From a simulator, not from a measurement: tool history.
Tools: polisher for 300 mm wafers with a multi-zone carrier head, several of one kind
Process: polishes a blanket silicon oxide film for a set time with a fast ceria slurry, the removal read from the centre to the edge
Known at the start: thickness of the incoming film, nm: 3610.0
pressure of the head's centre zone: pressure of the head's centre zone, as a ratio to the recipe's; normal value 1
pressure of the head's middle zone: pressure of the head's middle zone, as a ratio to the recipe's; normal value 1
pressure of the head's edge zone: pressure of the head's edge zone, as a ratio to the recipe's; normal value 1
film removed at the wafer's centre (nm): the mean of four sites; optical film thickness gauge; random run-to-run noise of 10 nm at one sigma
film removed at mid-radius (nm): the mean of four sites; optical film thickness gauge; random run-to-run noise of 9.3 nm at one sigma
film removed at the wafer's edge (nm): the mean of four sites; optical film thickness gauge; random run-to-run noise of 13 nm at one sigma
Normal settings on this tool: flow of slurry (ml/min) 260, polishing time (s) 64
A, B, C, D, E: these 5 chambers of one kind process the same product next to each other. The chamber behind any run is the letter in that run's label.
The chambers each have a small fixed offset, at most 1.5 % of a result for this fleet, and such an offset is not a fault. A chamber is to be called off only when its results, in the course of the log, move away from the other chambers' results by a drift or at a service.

run    day  flow of slurry (ml/min)  pressure of the head's centre zone  pressure of the head's middle zone  pressure of the head's edge zone  polishing time (s)  wafers polished on this pad  hours since the slurry nozzle was cleaned  hours since the centre zone pressure was calibrated  hours since the edge zone pressure was calibrated  film removed at the wafer's centre (nm)  film removed at mid-radius (nm)  film removed at the wafer's edge (nm)
 1C  0.179                      260                                   1                                   1                                 1                  64                          830                                      634.1                                                132.2                                                477                                    948.9                           957.26                                 935.82
 2D  0.267                      260                                   1                                   1                                 1                  64                          215                                      116.6                                                  557                                              185.7                                   975.05                           943.62                                 929.17
 3A  0.388                      260                                   1                                   1                                 1                  64                          954                                      114.9                                                189.9                                              915.2                                   944.58                           966.29                                 949.52
 4E  0.492                      260                                   1                                   1                                 1                  64                          406                                       79.7                                                633.1                                              805.1                                   932.98                           952.11                                  950.7
 5B  0.658                      260                                   1                                   1                                 1                  64                          523                                      577.1                                                401.8                                              156.5                                   961.43                            940.6                                 968.92
 6C  0.742                      260                                0.93                                   1                              1.06                  64                          957                                      647.6                                                145.7                                              490.5                                   872.86                           947.16                                 984.83
 7E  0.912                      260                                0.93                                   1                              1.06                  64                          501                                       89.8                                                643.2                                              815.2                                   878.72                           955.89                                 1002.6
     1.042  -- chamber C: worn pad replaced by a new one
 8B  1.096                      260                                0.93                                   1                              1.06                  64                          622                                      587.6                                                412.3                                                167                                   874.56                           953.38                                 993.73
 9A  1.279                      260                                0.93                                   1                              1.06                  64                         1156                                      136.3                                                211.3                                              936.6                                   885.38                           947.35                                 968.36
10D  1.371                      260                                0.93                                   1                              1.06                  64                          464                                      143.1                                                583.5                                              212.2                                   886.29                           952.35                                 980.07
11D  1.533                      260                                   1                                   1                                 1                  64                          501                                        147                                                587.4                                              216.1                                   957.96                           937.69                                 941.02
12A  1.708                      260                                   1                                   1                                 1                  64                         1253                                      146.6                                                221.6                                              946.9                                   932.13                           942.63                                 978.04
13B  1.867                      260                                   1                                   1                                 1                  64                          796                                      606.1                                                430.8                                              185.5                                   967.68                           948.46                                 940.67
     1.971  -- chamber A: worn pad replaced by a new one
14E  2.042                      260                                   1                                   1                                 1                  64                          756                                      116.9                                                670.3                                              842.3                                   936.09                           950.52                                 959.17
15C  2.175                      260                                   1                                   1                                 1                  64                          255                                        682                                                180.1                                              524.9                                   957.14                           965.52                                 934.57
     2.242  -- chamber A: edge zone pressure recalibrated
16D  2.279                      260                                   1                                   1                                 1                  64                          669                                      164.9                                                605.3                                                234                                   960.47                           961.05                                 942.63
17C  2.404                      260                                   1                                   1                                 1                  64                          307                                      687.5                                                185.6                                              530.4                                   948.26                           949.86                                 942.31
     2.475  -- chamber D: worn pad replaced by a new one
18A    2.5                      260                                   1                                   1                                 1                  64                          120                                      165.6                                                240.6                                                6.3                                   935.59                           950.84                                 932.44
19B  2.671                      260                                   1                                   1                                 1                  64                          977                                      625.4                                                450.1                                              204.8                                   952.95                           936.09                                 957.25
     2.733  -- chamber B: worn pad replaced by a new one
20E  2.812                      260                                   1                                0.93                                 1                  54                          930                                      135.4                                                688.8                                              860.8                                   806.98                           754.21                                  811.8
21C  2.983                      260                                   1                                0.93                                 1                  54                          438                                      701.4                                                199.5                                              544.3                                   789.29                           739.25                                 817.09
22B  3.171                      260                                   1                                0.93                                 1                  54                           98                                      637.4                                                462.1                                              216.8                                   805.29                           743.73                                 810.12
     3.254  -- chamber D: centre zone pressure recalibrated
23A  3.308                      260                                   1                                0.93                                 1                  54                          302                                        185                                                  260                                               25.7                                   809.89                           760.82                                 812.93
     3.379  -- chamber C: slurry nozzle cleaned
     3.404  -- chamber B: centre zone pressure recalibrated
24E  3.462                      260                                   1                                0.93                                 1                  54                         1077                                        151                                                704.4                                              876.4                                   808.36                           755.36                                 812.77
25D    3.6                      260                                   1                                   1                                 1                  64                          254                                      196.6                                                  8.3                                              265.7                                   963.68                           951.91                                 941.36
     3.729  -- chamber E: worn pad replaced by a new one
26B  3.762                      260                                   1                                   1                                 1                  64                          232                                      651.6                                                  8.7                                                231                                   944.28                           954.97                                 974.89
     3.825  -- chamber A: slurry nozzle cleaned
27C  3.958                      260                                   1                                   1                                 1                  64                          658                                         14                                                222.9                                              567.7                                   957.49                           950.69                                  947.3
     3.967  -- chamber D: slurry nozzle cleaned
28A  4.058                      260                                   1                                   1                                 1                  64                          472                                        5.7                                                  278                                               43.7                                   959.37                           936.95                                 966.37
     4.154  -- chamber B: slurry nozzle cleaned
29E  4.221                      260                                   1                                1.07                                 1                  53                          111                                      169.2                                                722.6                                              894.6                                   791.62                           835.73                                 794.79
     4.229  -- chamber A: centre zone pressure recalibrated
     4.267  -- chamber E: edge zone pressure recalibrated
30D  4.354                      260                                   1                                1.07                                 1                  53                          425                                        9.3                                                 26.4                                              283.8                                   786.72                           839.13                                 787.23
31C  4.517                      260                                   1                                1.07                                 1                  53                          784                                       27.4                                                236.3                                              581.1                                   799.04                           838.68                                 798.98
32B  4.658                      260                                   1                                1.07                                 1                  53                          434                                       12.1                                                 30.2                                              252.5                                   799.11                           824.38                                 809.54
33A  4.746                      260                                   1                                1.07                                 1                  53                          627                                       22.2                                                 12.4                                               60.2                                   792.06                           850.63                                  785.5
34D  4.938                      260                                   1                                   1                                 1                  64                          556                                       23.3                                                 40.4                                              297.8                                   952.83                           963.04                                 938.36
35E  5.071                      260                                   1                                   1                                 1                  64                          303                                      189.6                                                  743                                               19.4                                   951.33                            949.2                                 974.34
36D  5.212                      260                                   1                                   1                                 1                  64                          618                                       29.9                                                   47                                              304.4                                   957.81                           955.65                                 958.44
37E  5.308                      260                                   1                                   1                                 1                  64                          356                                      195.3                                                748.7                                               25.1                                    950.5                           947.52                                 937.66
38C  5.412                      260                                   1                                   1                                 1                  64                          986                                       48.9                                                257.8                                              602.6                                   942.58                           955.67                                 954.25
     5.483  -- chamber D: worn pad replaced by a new one
39B  5.512                      260                                   1                                   1                                 1                  64                          627                                       32.6                                                 50.7                                                273                                    952.5                           950.34                                 949.64
40A  5.621                      260                                0.91                                   1                              1.05                  64                          825                                       43.2                                                 33.4                                               81.2                                   860.93                           949.12                                 977.09
41A    5.8                      260                                0.91                                   1                              1.05                  64                          865                                       47.5                                                 37.7                                               85.5                                   864.08                           945.53                                 972.61
42C  5.908                      260                                0.91                                   1                              1.05                  64                         1098                                       60.8                                                269.7                                              614.5                                   853.38                           953.94                                 981.56
43E  5.996                      260                                0.91                                   1                              1.05                  64                          512                                      211.8                                                765.2                                               41.6                                   848.59                           951.47                                 973.61
44D  6.133                      260                                0.91                                   1                              1.05                  64                          146                                         52                                                 69.1                                              326.5                                    888.7                           955.23                                 970.02

Read the log: is a single chamber off, either drifting away or since a service, is the gauge that measures every chamber drifting, or is nothing wrong beyond small per-chamber offsets? Name any odd chamber and what most likely caused it.

The fleet is healthy, with each chamber sitting at its usual small offset and no drift in the gauge.
